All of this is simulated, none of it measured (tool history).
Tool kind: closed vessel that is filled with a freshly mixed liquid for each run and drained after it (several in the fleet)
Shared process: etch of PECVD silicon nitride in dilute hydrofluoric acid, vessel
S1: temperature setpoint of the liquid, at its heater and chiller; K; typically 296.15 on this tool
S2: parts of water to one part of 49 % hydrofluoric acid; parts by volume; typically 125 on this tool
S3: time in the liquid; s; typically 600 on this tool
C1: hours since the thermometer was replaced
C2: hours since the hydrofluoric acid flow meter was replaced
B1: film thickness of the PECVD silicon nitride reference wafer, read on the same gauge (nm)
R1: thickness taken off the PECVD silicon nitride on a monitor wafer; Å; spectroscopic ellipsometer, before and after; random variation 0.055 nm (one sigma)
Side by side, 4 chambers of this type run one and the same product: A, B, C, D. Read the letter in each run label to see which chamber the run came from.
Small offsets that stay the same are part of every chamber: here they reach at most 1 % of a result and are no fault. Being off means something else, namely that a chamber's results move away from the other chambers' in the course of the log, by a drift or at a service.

run,hour,S1,S2,S3,C1,C2,B1,R1
1C,6.4,296.15,125,600,229.3,895.4,79.951,143.33
2B,10.5,296.15,125,600,879.2,709.9,80.005,145.6
3D,16,296.15,125,600,349.1,87.4,79.998,144.78
4A,21.9,296.15,125,600,512.9,559.1,79.993,145.56
5D,28.9,296.15,125,600,362,100.3,79.942,144.12
6C,35,296.15,125,600,257.9,924,80.01,144
7B,42.8,296.15,125,600,911.5,742.2,80.046,145.32
8A,49.6,294.65,125,395,540.6,586.8,79.977,86.936
9A,53.5,294.65,125,395,544.5,590.7,79.976,86.163
# hour 57.7: chamber A: thermometer replaced
10D,59.9,294.65,125,395,393,131.3,80.007,86.446
11C,67.5,294.65,125,395,290.4,956.5,80,85.424
12B,71.9,296.15,125,600,940.6,771.3,80.022,144.35
13D,75.7,296.15,125,600,408.8,147.1,80.036,144.12
14C,81.7,296.15,125,600,304.6,970.7,79.993,143.51
15A,88.4,296.15,125,600,30.7,625.6,79.989,145.55
16B,96,296.15,125,600,964.7,795.4,79.962,145.33
17A,100.3,296.15,125,600,42.6,637.5,79.946,144.9
18B,108.3,296.15,125,600,977,807.7,79.996,144.06
19D,113,296.15,125,600,446.1,184.4,80.04,143.47
20C,117.7,296.15,125,600,340.6,1006.7,79.984,143.4
21B,123,296.15,95,480,991.7,822.4,80.016,150.35
22D,128.4,296.15,95,480,461.5,199.8,79.977,151.48
23C,134.5,296.15,95,480,357.4,1023.5,80.036,148.1
24A,138.6,296.15,95,480,80.9,675.8,79.997,151.89
25B,146.2,300.15,125,600,1014.9,845.6,79.991,187.16
26A,153.6,300.15,125,600,95.9,690.8,80.05,187.69
27C,158.3,300.15,125,600,381.2,1047.3,79.991,184.17
28D,163.9,300.15,125,600,497,235.3,80.016,186.35
29C,170.7,296.15,125,600,393.6,1059.7,80.017,142.77
30D,175.9,296.15,125,600,509,247.3,80.017,143.28
31B,180.7,296.15,85,280,1049.4,880.1,79.987,98.206
32A,188.1,296.15,85,280,130.4,725.3,79.996,97.906
33D,192.6,296.15,85,280,525.7,264,79.987,98.29
34A,199.5,296.15,85,280,141.8,736.7,80.031,97.598
35C,205.9,300.65,145,600,428.8,1094.9,80.06,161.91

Does one chamber stand apart from the rest, does the shared gauge drift, or is all well apart from small per-chamber offsets? Give the chamber and the most likely cause, where there is one.

It is chamber C that slowly wanders off from its peers.
Cause: hydrofluoric acid flow below the setpoint (%) = 2.66.
From this log alone, it may not be told apart from: liquid colder than its thermometer reads (K).

Below are 4 candidate recipes for chamber C's next run, each the usual settings with a change, their results shown as question marks. Which of them brings C's results back in line with what the other chambers give on the usual settings?
Allowed miss from the other chambers' usual-settings mean, per result, to count as in line: R1 1.9 Å
36C-1,212,296.15,125,605,,,,?
36C-2,212,296.15,125,620,,,,?
36C-3,212,296.15,125,580,,,,?
36C-4,212,296.15,125,595,,,,?

Usual-settings mean across the other chambers: R1 144.61 Å
run,R1
36C-1,140.9
36C-2,144.39
36C-3,135.08
36C-4,138.57
The answer is 36C-2, which returns the chamber to within the allowed miss of the others.
